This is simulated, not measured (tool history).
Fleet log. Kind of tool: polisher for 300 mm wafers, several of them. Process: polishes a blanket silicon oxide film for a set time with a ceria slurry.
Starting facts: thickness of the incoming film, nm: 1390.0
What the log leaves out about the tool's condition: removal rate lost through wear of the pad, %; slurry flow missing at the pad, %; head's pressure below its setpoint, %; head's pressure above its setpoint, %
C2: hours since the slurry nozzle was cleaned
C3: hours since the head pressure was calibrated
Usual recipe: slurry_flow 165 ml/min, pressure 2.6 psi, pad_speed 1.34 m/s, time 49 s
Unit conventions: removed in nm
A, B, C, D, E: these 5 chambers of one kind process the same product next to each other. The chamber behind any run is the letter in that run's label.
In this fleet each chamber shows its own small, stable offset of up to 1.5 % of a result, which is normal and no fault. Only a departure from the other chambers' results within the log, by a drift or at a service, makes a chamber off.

{"run": "1E", "hour": 7.9, "slurry_flow": 165, "pressure": 2.6, "pad_speed": 1.34, "time": 49, "wafers polished on this pad": 649, "C2": 93.6, "C3": 520.6, "removed": 231.36}
{"hour": 10.8, "done": "chamber D: head pressure recalibrated"}
{"hour": 14.8, "done": "chamber A: slurry nozzle cleaned"}
{"run": "2B", "hour": 17.9, "slurry_flow": 165, "pressure": 2.6, "pad_speed": 1.34, "time": 49, "wafers polished on this pad": 838, "C2": 265.7, "C3": 354.3, "removed": 238.04}
{"hour": 19.1, "done": "chamber D: worn pad replaced by a new one"}
{"run": "3C", "hour": 25.5, "slurry_flow": 165, "pressure": 2.6, "pad_speed": 1.34, "time": 49, "wafers polished on this pad": 779, "C2": 426.4, "C3": 910.6, "removed": 238.01}
{"run": "4D", "hour": 30.0, "slurry_flow": 165, "pressure": 2.6, "pad_speed": 1.34, "time": 49, "wafers polished on this pad": 146, "C2": 168.1, "C3": 19.3, "removed": 234.1}
{"hour": 31.9, "done": "chamber B: worn pad replaced by a new one"}
{"hour": 34.2, "done": "chamber A: head pressure recalibrated"}
{"run": "5A", "hour": 39.7, "slurry_flow": 165, "pressure": 2.6, "pad_speed": 1.34, "time": 49, "wafers polished on this pad": 1277, "C2": 24.9, "C3": 5.5, "removed": 238.88}
{"hour": 43.2, "done": "chamber C: worn pad replaced by a new one"}
{"run": "6B", "hour": 48.5, "slurry_flow": 165, "pressure": 2.6, "pad_speed": 1.34, "time": 49, "wafers polished on this pad": 223, "C2": 296.3, "C3": 384.9, "removed": 239.08}
{"hour": 49.6, "done": "chamber A: worn pad replaced by a new one"}
{"run": "7A", "hour": 56.5, "slurry_flow": 165, "pressure": 2.6, "pad_speed": 1.34, "time": 49, "wafers polished on this pad": 93, "C2": 41.7, "C3": 22.3, "removed": 234.34}
{"hour": 58.0, "done": "chamber E: worn pad replaced by a new one"}
{"run": "8E", "hour": 62.2, "slurry_flow": 165, "pressure": 2.6, "pad_speed": 1.34, "time": 49, "wafers polished on this pad": 57, "C2": 147.9, "C3": 574.9, "removed": 239.83}
{"run": "9D", "hour": 72.4, "slurry_flow": 165, "pressure": 2.6, "pad_speed": 1.34, "time": 49, "wafers polished on this pad": 715, "C2": 210.5, "C3": 61.7, "removed": 232.74}
{"run": "10C", "hour": 78.0, "slurry_flow": 125, "pressure": 2.6, "pad_speed": 1.34, "time": 49, "wafers polished on this pad": 467, "C2": 478.9, "C3": 963.1, "removed": 225.06}
{"run": "11A", "hour": 85.5, "slurry_flow": 125, "pressure": 2.6, "pad_speed": 1.34, "time": 49, "wafers polished on this pad": 482, "C2": 70.7, "C3": 51.3, "removed": 222.92}
{"run": "12B", "hour": 94.5, "slurry_flow": 125, "pressure": 2.6, "pad_speed": 1.34, "time": 49, "wafers polished on this pad": 840, "C2": 342.3, "C3": 430.9, "removed": 223.42}
{"hour": 98.2, "done": "chamber D: worn pad replaced by a new one"}
{"run": "13E", "hour": 100.6, "slurry_flow": 125, "pressure": 2.6, "pad_speed": 1.34, "time": 49, "wafers polished on this pad": 572, "C2": 186.3, "C3": 613.3, "removed": 227.82}
{"hour": 101.2, "done": "chamber B: worn pad replaced by a new one"}
{"run": "14D", "hour": 110.0, "slurry_flow": 125, "pressure": 2.6, "pad_speed": 1.34, "time": 49, "wafers polished on this pad": 158, "C2": 248.1, "C3": 99.3, "removed": 216.67}
{"run": "15C", "hour": 115.2, "slurry_flow": 165, "pressure": 2.6, "pad_speed": 1.66, "time": 63, "wafers polished on this pad": 966, "C2": 516.1, "C3": 1000.3, "removed": 377.07}
{"run": "16B", "hour": 125.5, "slurry_flow": 165, "pressure": 2.6, "pad_speed": 1.66, "time": 63, "wafers polished on this pad": 326, "C2": 373.3, "C3": 461.9, "removed": 376.66}
{"run": "17C", "hour": 134.0, "slurry_flow": 165, "pressure": 2.6, "pad_speed": 1.66, "time": 63, "wafers polished on this pad": 1218, "C2": 534.9, "C3": 1019.1, "removed": 367}
{"hour": 137.1, "done": "chamber C: worn pad replaced by a new one"}
{"hour": 139.4, "done": "chamber E: worn pad replaced by a new one"}
{"run": "18D", "hour": 141.3, "slurry_flow": 165, "pressure": 2.6, "pad_speed": 1.66, "time": 63, "wafers polished on this pad": 578, "C2": 279.4, "C3": 130.6, "removed": 371.66}
{"run": "19E", "hour": 151.3, "slurry_flow": 165, "pressure": 2.6, "pad_speed": 1.66, "time": 63, "wafers polished on this pad": 159, "C2": 237, "C3": 664, "removed": 377.29}
{"run": "20A", "hour": 159.0, "slurry_flow": 130, "pressure": 2.6, "pad_speed": 1.34, "time": 49, "wafers polished on this pad": 1469, "C2": 144.2, "C3": 124.8, "removed": 222.27}
{"hour": 159.3, "done": "chamber A: worn pad replaced by a new one"}
{"run": "21B", "hour": 166.5, "slurry_flow": 130, "pressure": 2.6, "pad_speed": 1.34, "time": 49, "wafers polished on this pad": 876, "C2": 414.3, "C3": 502.9, "removed": 231.17}
{"hour": 170.2, "done": "chamber D: worn pad replaced by a new one"}
{"run": "22A", "hour": 172.2, "slurry_flow": 130, "pressure": 2.6, "pad_speed": 1.34, "time": 49, "wafers polished on this pad": 173, "C2": 157.4, "C3": 138, "removed": 225.11}
{"hour": 177.8, "done": "chamber B: worn pad replaced by a new one"}
{"run": "23D", "hour": 179.5, "slurry_flow": 130, "pressure": 2.6, "pad_speed": 1.34, "time": 49, "wafers polished on this pad": 125, "C2": 317.6, "C3": 168.8, "removed": 222.2}
{"run": "24C", "hour": 187.8, "slurry_flow": 130, "pressure": 2.6, "pad_speed": 1.34, "time": 49, "wafers polished on this pad": 681, "C2": 588.7, "C3": 1072.9, "removed": 220.48}
{"run": "25E", "hour": 193.2, "slurry_flow": 165, "pressure": 2.6, "pad_speed": 1.34, "time": 49, "wafers polished on this pad": 722, "C2": 278.9, "C3": 705.9, "removed": 236.37}
{"run": "26E", "hour": 203.3, "slurry_flow": 165, "pressure": 2.6, "pad_speed": 1.34, "time": 49, "wafers polished on this pad": 857, "C2": 289, "C3": 716, "removed": 237.54}
{"hour": 211.7, "done": "chamber C: worn pad replaced by a new one"}
{"run": "27D", "hour": 213.7, "slurry_flow": 165, "pressure": 2.6, "pad_speed": 1.34, "time": 49, "wafers polished on this pad": 584, "C2": 351.8, "C3": 203, "removed": 233.16}
{"hour": 214.6, "done": "chamber C: head pressure recalibrated"}
{"hour": 216.3, "done": "chamber E: worn pad replaced by a new one"}
{"run": "28A", "hour": 220.0, "slurry_flow": 165, "pressure": 2.6, "pad_speed": 1.34, "time": 49, "wafers polished on this pad": 814, "C2": 205.2, "C3": 185.8, "removed": 230.02}
{"hour": 225.1, "done": "chamber C: slurry nozzle cleaned"}
{"run": "29C", "hour": 229.6, "slurry_flow": 165, "pressure": 2.6, "pad_speed": 1.34, "time": 49, "wafers polished on this pad": 240, "C2": 4.5, "C3": 15, "removed": 260.85}
{"hour": 235.5, "done": "chamber A: slurry nozzle cleaned"}
{"run": "30B", "hour": 238.2, "slurry_flow": 165, "pressure": 2.6, "pad_speed": 1.34, "time": 49, "wafers polished on this pad": 810, "C2": 486, "C3": 574.6, "removed": 233.57}
{"hour": 244.1, "done": "chamber D: worn pad replaced by a new one"}
{"run": "31E", "hour": 245.4, "slurry_flow": 165, "pressure": 2.6, "pad_speed": 1.34, "time": 49, "wafers polished on this pad": 391, "C2": 331.1, "C3": 758.1, "removed": 237.33}
{"hour": 246.1, "done": "chamber B: worn pad replaced by a new one"}
{"run": "32D", "hour": 253.7, "slurry_flow": 165, "pressure": 1.8, "pad_speed": 1.34, "time": 36, "wafers polished on this pad": 129, "C2": 391.8, "C3": 243, "removed": 118.76}
{"run": "33A", "hour": 258.2, "slurry_flow": 165, "pressure": 1.8, "pad_speed": 1.34, "time": 36, "wafers polished on this pad": 1327, "C2": 22.8, "C3": 224, "removed": 119.46}
{"hour": 262.5, "done": "chamber A: worn pad replaced by a new one"}
{"run": "34B", "hour": 265.5, "slurry_flow": 165, "pressure": 1.8, "pad_speed": 1.34, "time": 36, "wafers polished on this pad": 260, "C2": 513.3, "C3": 601.9, "removed": 122.08}
{"run": "35C", "hour": 275.1, "slurry_flow": 165, "pressure": 1.8, "pad_speed": 1.34, "time": 36, "wafers polished on this pad": 851, "C2": 50, "C3": 60.5, "removed": 133.71}
{"run": "36C", "hour": 280.8, "slurry_flow": 165, "pressure": 1.8, "pad_speed": 1.34, "time": 36, "wafers polished on this pad": 927, "C2": 55.7, "C3": 66.2, "removed": 132.19}
{"run": "37B", "hour": 286.7, "slurry_flow": 165, "pressure": 2.6, "pad_speed": 1.34, "time": 49, "wafers polished on this pad": 545, "C2": 534.5, "C3": 623.1, "removed": 236.65}
{"run": "38D", "hour": 296.7, "slurry_flow": 165, "pressure": 2.3, "pad_speed": 1.34, "time": 49, "wafers polished on this pad": 706, "C2": 434.8, "C3": 286, "removed": 206.38}
{"run": "39A", "hour": 304.9, "slurry_flow": 165, "pressure": 2.3, "pad_speed": 1.34, "time": 49, "wafers polished on this pad": 569, "C2": 69.5, "C3": 270.7, "removed": 206.28}
{"run": "40E", "hour": 309.7, "slurry_flow": 165, "pressure": 2.3, "pad_speed": 1.34, "time": 49, "wafers polished on this pad": 1253, "C2": 395.4, "C3": 822.4, "removed": 209.39}
{"hour": 310.5, "done": "chamber B: worn pad replaced by a new one"}
{"hour": 312.8, "done": "chamber E: worn pad replaced by a new one"}
{"run": "41D", "hour": 314.2, "slurry_flow": 165, "pressure": 2.3, "pad_speed": 1.34, "time": 49, "wafers polished on this pad": 941, "C2": 452.3, "C3": 303.5, "removed": 205.85}
{"run": "42E", "hour": 320.7, "slurry_flow": 165, "pressure": 2.3, "pad_speed": 1.34, "time": 49, "wafers polished on this pad": 106, "C2": 406.4, "C3": 833.4, "removed": 206.68}
{"run": "43B", "hour": 330.4, "slurry_flow": 165, "pressure": 2.6, "pad_speed": 1.34, "time": 43, "wafers polished on this pad": 267, "C2": 578.2, "C3": 666.8, "removed": 208.66}
{"run": "44A", "hour": 337.3, "slurry_flow": 165, "pressure": 2.6, "pad_speed": 1.34, "time": 43, "wafers polished on this pad": 1004, "C2": 101.9, "C3": 303.1, "removed": 202.57}

What goes on in this fleet: one chamber off, a drifting gauge, or nothing beyond the chambers' own small offsets? Name the chamber and the cause, if any.

The work done on chamber C during a service left it standing apart from the others.
What lies behind it: head's pressure above its setpoint, % = 9.38.

Which of the 4 candidates below, each the usual settings with something changed and its results left as question marks, puts chamber C back in line with what the other chambers give on the usual settings?
Maximum distance from the other chambers' mean on the usual settings for a result to count as in line: removed 7.9 nm
{"run": "45C-1", "hour": 344.7, "slurry_flow": 165, "pressure": 2.7, "pad_speed": 1.38, "time": 50, "removed": "?"}
{"run": "45C-2", "hour": 344.7, "slurry_flow": 165, "pressure": 2.6, "pad_speed": 1.34, "time": 48, "removed": "?"}
{"run": "45C-3", "hour": 344.7, "slurry_flow": 165, "pressure": 2.6, "pad_speed": 1.34, "time": 50, "removed": "?"}
{"run": "45C-4", "hour": 344.7, "slurry_flow": 165, "pressure": 2.5, "pad_speed": 1.3, "time": 48, "removed": "?"}

The mean the other chambers reach with the usual settings: removed 235.1 nm
run=45C-1 removed=279.35
run=45C-2 removed=250.96
run=45C-3 removed=261.41
run=45C-4 removed=234.3
45C-4 is the one that brings the chamber's results back in line with the other chambers.
